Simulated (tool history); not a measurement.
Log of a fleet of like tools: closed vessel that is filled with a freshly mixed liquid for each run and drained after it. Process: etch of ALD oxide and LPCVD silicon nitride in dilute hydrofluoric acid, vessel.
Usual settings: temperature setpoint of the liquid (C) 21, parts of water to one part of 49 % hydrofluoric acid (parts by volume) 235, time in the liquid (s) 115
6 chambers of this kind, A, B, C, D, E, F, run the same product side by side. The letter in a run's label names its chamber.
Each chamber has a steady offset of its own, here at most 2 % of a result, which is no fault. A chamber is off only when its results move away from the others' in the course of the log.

run   hour  temperature setpoint of the liquid (C)  parts of water to one part of 49 % hydrofluoric acid (parts by volume)  time in the liquid (s)  hours since the thermometer was replaced  hours since the hydrofluoric acid flow meter was replaced  read-back film thickness of the ALD oxide reference wafer, read on the same gauge (nm)  read-back film thickness of the LPCVD silicon nitride reference wafer, read on the same gauge (nm)  thickness taken off the ALD oxide on a monitor wafer (nm)  thickness taken off the LPCVD silicon nitride on a monitor wafer (nm)
 1E    6.9                                      21                                                                     235                     115                                     717.9                                                      926.5                                                                                  119.98                                                                                              50.052                                                     7.1588                                                                0.24713
 2C   14.4                                      21                                                                     235                     115                                     252.4                                                      927.9                                                                                  119.98                                                                                              49.992                                                     7.0749                                                                0.23194
 3B   24.9                                      21                                                                     235                     115                                     433.9                                                      493.6                                                                                  120.03                                                                                              49.963                                                     7.0613                                                                0.23559
      34.4  -- chamber F: thermometer replaced
 4D   37.4                                      21                                                                     235                     115                                     376.8                                                     1225.1                                                                                  120.01                                                                                              50.024                                                     7.2922                                                                0.23927
 5A   49.9                                      21                                                                     235                     115                                     407.5                                                     1323.3                                                                                  119.99                                                                                              50.015                                                     7.0025                                                                0.18178
 6F   57.8                                      21                                                                     235                     115                                      23.5                                                      209.4                                                                                  119.98                                                                                              49.979                                                      7.011                                                                0.20824
 7C   65.7                                      21                                                                     235                     115                                     303.7                                                      979.2                                                                                  120.04                                                                                              49.998                                                     7.1558                                                                0.21287
 8F     76                                      21                                                                     235                     115                                      41.7                                                      227.6                                                                                  119.96                                                                                              50.041                                                     6.9993                                                                0.15325
 9D   89.2                                      21                                                                     235                     115                                     428.6                                                     1276.9                                                                                  120.03                                                                                               49.95                                                      7.219                                                                0.20254
10A     98                                      21                                                                     235                     115                                     455.6                                                     1371.4                                                                                  119.96                                                                                              50.011                                                     7.1014                                                                0.22214
     101.3  -- chamber B: thermometer replaced
11B  105.1                                      21                                                                     235                     115                                       3.9                                                      573.8                                                                                  120.01                                                                                              49.983                                                     7.0693                                                                0.23625
12E  117.1                                      21                                                                     235                     160                                     828.1                                                     1036.7                                                                                  119.98                                                                                              49.998                                                      9.953                                                                 0.3377
13E  129.7                                      21                                                                     235                     160                                     840.7                                                     1049.3                                                                                     120                                                                                              50.064                                                     9.8743                                                                0.18214
14C  139.5                                      21                                                                     235                     160                                     377.5                                                       1053                                                                                  119.99                                                                                              49.952                                                     9.8757                                                                0.18754
15A  154.7                                      21                                                                     235                     160                                     512.3                                                     1428.1                                                                                  120.01                                                                                              49.993                                                     9.8061                                                                0.28891
16B  169.3                                      21                                                                     235                     160                                      68.1                                                        638                                                                                  119.98                                                                                              50.006                                                     9.8937                                                                0.24199
17D  184.2                                      21                                                                     235                     160                                     523.6                                                     1371.9                                                                                  119.98                                                                                              50.026                                                     10.038                                                                 0.3579
18F  191.9                                      21                                                                     235                     115                                     157.6                                                      343.5                                                                                  120.01                                                                                               50.01                                                     7.0481                                                                0.20539
     195.2  -- chamber C: hydrofluoric acid flow meter replaced
19D  205.7                                    18.5                                                                     330                     115                                     545.1                                                     1393.4                                                                                  119.98                                                                                              49.995                                                     4.3295                                                                0.16118
20B  216.8                                    18.5                                                                     330                     115                                     115.6                                                      685.5                                                                                     120                                                                                              50.019                                                     4.2474                                                                 0.1039
21A    227                                    18.5                                                                     330                     115                                     584.6                                                     1500.4                                                                                  119.98                                                                                              49.991                                                     4.2031                                                                  0.131
22C  236.4                                    18.5                                                                     330                     115                                     474.4                                                       41.2                                                                                     120                                                                                              49.981                                                     4.2777                                                                0.11972
23E  246.5                                    18.5                                                                     330                     115                                     957.5                                                     1166.1                                                                                  119.98                                                                                              49.971                                                     4.3299                                                                0.15876
     252.9  -- chamber A: thermometer replaced
24F  260.4                                    18.5                                                                     330                     115                                     226.1                                                        412                                                                                  119.99                                                                                              49.974                                                     4.2216                                                                 0.1503
25E  267.2                                      21                                                                     235                     115                                     978.2                                                     1186.8                                                                                  120.01                                                                                              50.029                                                     7.3061                                                                0.23292
26B  278.1                                      21                                                                     235                     115                                     176.9                                                      746.8                                                                                  119.99                                                                                               49.97                                                     7.0647                                                                0.23793
27A  290.5                                      21                                                                     235                     115                                      37.7                                                     1563.9                                                                                  119.99                                                                                                  50                                                     7.0817                                                                0.25916
28F  301.3                                      17                                                                     235                     115                                       267                                                      452.9                                                                                  120.01                                                                                               50.02                                                     6.0386                                                                0.17726
29D  308.9                                      17                                                                     235                     115                                     648.3                                                     1496.6                                                                                  119.98                                                                                              49.972                                                     6.2255                                                                0.13885
30C    320                                      17                                                                     235                     115                                       558                                                      124.8                                                                                  120.04                                                                                              50.045                                                      6.123                                                                0.14534
31A  334.3                                      17                                                                     235                     115                                      81.5                                                     1607.7                                                                                  119.98                                                                                              50.001                                                     6.0458                                                                0.14011
32F  348.9                                      17                                                                     235                     115                                     314.6                                                      500.5                                                                                  120.02                                                                                              50.003                                                      6.062                                                                0.16187
33D    360                                      17                                                                     235                     115                                     699.4                                                     1547.7                                                                                     120                                                                                              50.011                                                     6.2179                                                                0.12469
34B  375.5                                      21                                                                     235                     115                                     274.3                                                      844.2                                                                                  120.01                                                                                              50.003                                                     7.0501                                                                0.27139
35C  385.9                                      21                                                                     235                     115                                     623.9                                                      190.7                                                                                  119.98                                                                                              50.028                                                     7.1854                                                                0.26753
36E  397.7                                      21                                                                     235                     115                                    1108.7                                                     1317.3                                                                                  119.98                                                                                              49.978                                                     7.4084                                                                0.23498
37D  407.4                                      21                                                                     235                     160                                     746.8                                                     1595.1                                                                                  119.98                                                                                              49.953                                                     10.039                                                                0.33453

Is one chamber off against the others, does the gauge drift, or is nothing wrong? If a chamber is off, say which, and what the likeliest cause is.

Chamber E drifts away from the others.
Cause: liquid hotter than its thermometer reads (K) = 1.35.

Here are 4 candidates for chamber E's next run, each the usual settings with a change, their results left as question marks. Which one brings its results back in line with what the others give on the usual settings?
In line means no further than this from the other chambers' mean on the usual settings: thickness taken off the ALD oxide on a monitor wafer (nm) 0.14; thickness taken off the LPCVD silicon nitride on a monitor wafer (nm) 0.13
38E-1  418.4                                      22                                                                     240                     120                                                                                                                                                                                                                                                                                                                                                           ?                                                                      ?
38E-2  418.4                                      20                                                                     230                     110                                                                                                                                                                                                                                                                                                                                                           ?                                                                      ?
38E-3  418.4                                    21.5                                                                     235                     115                                                                                                                                                                                                                                                                                                                                                           ?                                                                      ?
38E-4  418.4                                    20.5                                                                     235                     115                                                                                                                                                                                                                                                                                                                                                           ?                                                                      ?

The other chambers' mean on the usual settings: thickness taken off the ALD oxide on a monitor wafer (nm) 7.1153; thickness taken off the LPCVD silicon nitride on a monitor wafer (nm) 0.20757
  run  thickness taken off the ALD oxide on a monitor wafer (nm)  thickness taken off the LPCVD silicon nitride on a monitor wafer (nm)
38E-1                                                      7.937                                                                0.19619
38E-2                                                     7.1181                                                                0.16491
38E-3                                                     7.6678                                                                0.18604
38E-4                                                     7.3852                                                                0.17439
38E-2 brings the chamber back in line.
